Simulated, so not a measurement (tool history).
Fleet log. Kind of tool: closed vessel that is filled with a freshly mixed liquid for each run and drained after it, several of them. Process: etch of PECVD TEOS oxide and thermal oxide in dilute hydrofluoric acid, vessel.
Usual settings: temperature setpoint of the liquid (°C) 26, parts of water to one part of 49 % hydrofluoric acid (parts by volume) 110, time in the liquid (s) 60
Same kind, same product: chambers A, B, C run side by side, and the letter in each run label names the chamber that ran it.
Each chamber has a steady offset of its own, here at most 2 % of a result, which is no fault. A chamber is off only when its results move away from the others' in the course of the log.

run	hour	temperature setpoint of the liquid (°C)	parts of water to one part of 49 % hydrofluoric acid (parts by volume)	time in the liquid (s)	read-back film thickness of the PECVD TEOS oxide reference wafer, read on the same gauge (nm)	read-back film thickness of the thermal oxide reference wafer, read on the same gauge (nm)	thickness taken off the PECVD TEOS oxide on a monitor wafer (nm)	thickness taken off the thermal oxide on a monitor wafer (nm)
1A	6.3	26	110	60	120.01	109.98	11.274	2.7532
2C	11.9	26	110	60	120.01	110.01	11.209	2.8077
3B	20.9	26	110	60	119.99	109.98	11.472	2.823
4C	30	26	110	60	120	110	11.24	2.8212
5A	40.2	26	110	60	120.01	110.02	11.23	2.7452
6B	46.9	26	110	60	119.98	109.98	11.469	2.7444
7A	54.2	26	110	60	119.99	110	11.318	2.7849
8C	66.7	24	110	35	120.02	110.01	6.0807	1.4967
9B	75.6	24	110	35	120.02	109.99	6.1838	1.5207
10B	81.7	24	110	35	120	110.01	6.1628	1.5175
11A	91	26	110	60	119.99	109.98	11.281	2.7708
12C	100.7	26	110	60	120	110.03	11.204	2.7383
13A	111.1	26	110	60	120.01	109.98	11.303	2.7743
14B	122.9	26	110	60	119.98	109.99	11.382	2.804
15C	131.4	26	110	60	120.03	110.01	11.216	2.7652
16C	142.2	26	130	60	120.02	110.01	9.2407	2.2849
17A	148.6	26	130	60	120	110.01	9.3263	2.3249
18B	159.9	26	130	60	119.99	110.02	9.3484	2.2919
19A	167	26	110	60	120.01	110	11.305	2.7316
20C	177.5	26	110	60	120.01	110.02	11.207	2.7494
21B	189.8	26	60	70	119.97	109.98	26.585	6.4838
22C	197.2	26	60	70	120.01	110.01	25.253	6.3178
23A	206.3	26	60	70	120.01	110	25.696	6.4681
24B	213.7	26	110	60	120.01	110.01	11.443	2.7908
25A	221.9	26	110	60	119.99	109.99	11.385	2.7973
26C	232.4	26	110	60	120	110.04	11.232	2.762
27B	242.5	26	110	60	120.01	110	11.515	2.8279
28C	248.5	26	110	60	120.01	109.99	11.283	2.8028
29B	254.9	26	110	60	120	109.99	11.34	2.8203
30A	260.9	22	110	90	119.99	110.01	14.509	3.5946
31B	268.2	22	110	90	119.99	110	14.69	3.5594
32C	277.2	22	110	90	120.01	110	14.422	3.5359
33A	286.1	24	70	60	119.97	110.01	17.254	4.2491
34B	297.2	24	70	60	119.99	110.02	17.717	4.3816
35A	308.6	24	70	60	120.03	110.01	17.275	4.2843
36C	317.6	24	110	85	120.01	110.02	14.664	3.7094
37B	325.1	24	110	85	120	110.03	15.062	3.7199
38A	332.8	24	110	85	120.01	110.01	14.825	3.7101
39C	340.1	26	110	60	120.01	110.02	11.226	2.7201
40C	350.9	26	110	60	120.02	110.03	11.187	2.7577
41B	359.6	26	110	60	120	110	11.449	2.7648

The same settings go to every chamber for the next run, one line per chamber below. Forecast the results for each:
42A	368.6	26	110	60			?	?
42B	368.6	26	110	60			?	?
42C	368.6	26	110	60			?	?

run	thickness taken off the PECVD TEOS oxide on a monitor wafer (nm)	thickness taken off the thermal oxide on a monitor wafer (nm)
42A	11.328	2.7662
42B	11.425	2.8452
42C	11.225	2.7751
